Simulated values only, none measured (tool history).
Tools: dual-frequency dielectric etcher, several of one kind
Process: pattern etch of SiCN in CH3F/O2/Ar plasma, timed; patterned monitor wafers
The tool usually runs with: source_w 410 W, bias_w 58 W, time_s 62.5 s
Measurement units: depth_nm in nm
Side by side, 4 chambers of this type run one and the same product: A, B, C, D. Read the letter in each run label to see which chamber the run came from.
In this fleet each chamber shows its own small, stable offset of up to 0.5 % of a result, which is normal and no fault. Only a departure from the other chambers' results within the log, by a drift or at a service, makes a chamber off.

run	hour	source_w	bias_w	time_s	read-back reference wafer on the same gauge, depth_nm	depth_nm
1B	6.2	410	58	62.5	18.780	21.844
2C	11.2	410	58	62.5	18.809	21.709
3A	17.9	410	58	62.5	18.800	21.846
4D	25.0	410	58	62.5	18.810	22.174
5A	28.4	410	58	62.5	18.812	21.802
6C	35.2	410	58	62.5	18.818	21.926
# hour 35.3: chamber B: wet clean of the chamber
7B	41.0	410	58	62.5	18.790	22.027
# hour 41.2: chamber C: wet clean of the chamber
8D	46.4	410	58	62.5	18.799	21.799
9D	51.3	410	58	62.5	18.780	22.049
10C	57.1	410	58	62.5	18.794	21.696
11B	61.3	410	58	62.5	18.788	21.797
12A	67.4	410	58	62.5	18.784	22.159
13B	73.6	410	58	62.5	18.797	21.919
14D	78.5	410	50	44.5	18.774	15.044
15C	85.1	410	50	44.5	18.780	14.819
16A	91.9	410	50	44.5	18.811	14.811
17B	97.9	410	50	44.5	18.804	14.598
18C	102.2	410	58	62.5	18.803	21.911
19A	106.4	410	58	62.5	18.773	21.959
20D	112.5	410	58	62.5	18.826	21.968
21B	116.1	410	58	62.5	18.793	21.913
22C	121.9	410	58	62.5	18.802	21.585
23D	129.0	500	53	62.5	18.794	22.969
24A	133.2	500	53	62.5	18.798	23.187
25A	140.3	500	53	62.5	18.812	23.185
26D	144.1	500	53	62.5	18.828	22.889
27B	148.8	410	54	55.5	18.821	19.033
28C	154.6	410	54	55.5	18.791	19.224
29C	161.5	410	54	55.5	18.783	19.160
30B	168.4	410	54	55.5	18.803	18.948
31A	175.0	410	58	62.5	18.803	21.865
32D	182.5	410	58	62.5	18.808	21.989
# hour 188.8: chamber A: wet clean of the chamber
33D	189.6	410	58	62.5	18.789	21.961
34C	194.9	410	58	62.5	18.782	21.941
35A	202.3	410	58	62.5	18.790	22.026
36B	205.6	410	58	62.5	18.779	21.742
37A	212.1	410	58	62.5	18.793	21.908
38D	216.9	410	58	62.5	18.795	21.870
39B	221.0	410	58	62.5	18.814	22.111
40C	225.7	350	45	62.5	18.818	19.011
41B	230.4	350	45	62.5	18.773	18.964
42A	235.4	350	45	62.5	18.800	18.972

Has any chamber moved away from the others, gradually or after a service, or does the common gauge drift, or do the chambers differ only by their own small steady offsets? State the chamber and the most likely cause if one applies.

Beyond each chamber's small constant offset nothing stands out, and the gauge stays steady.
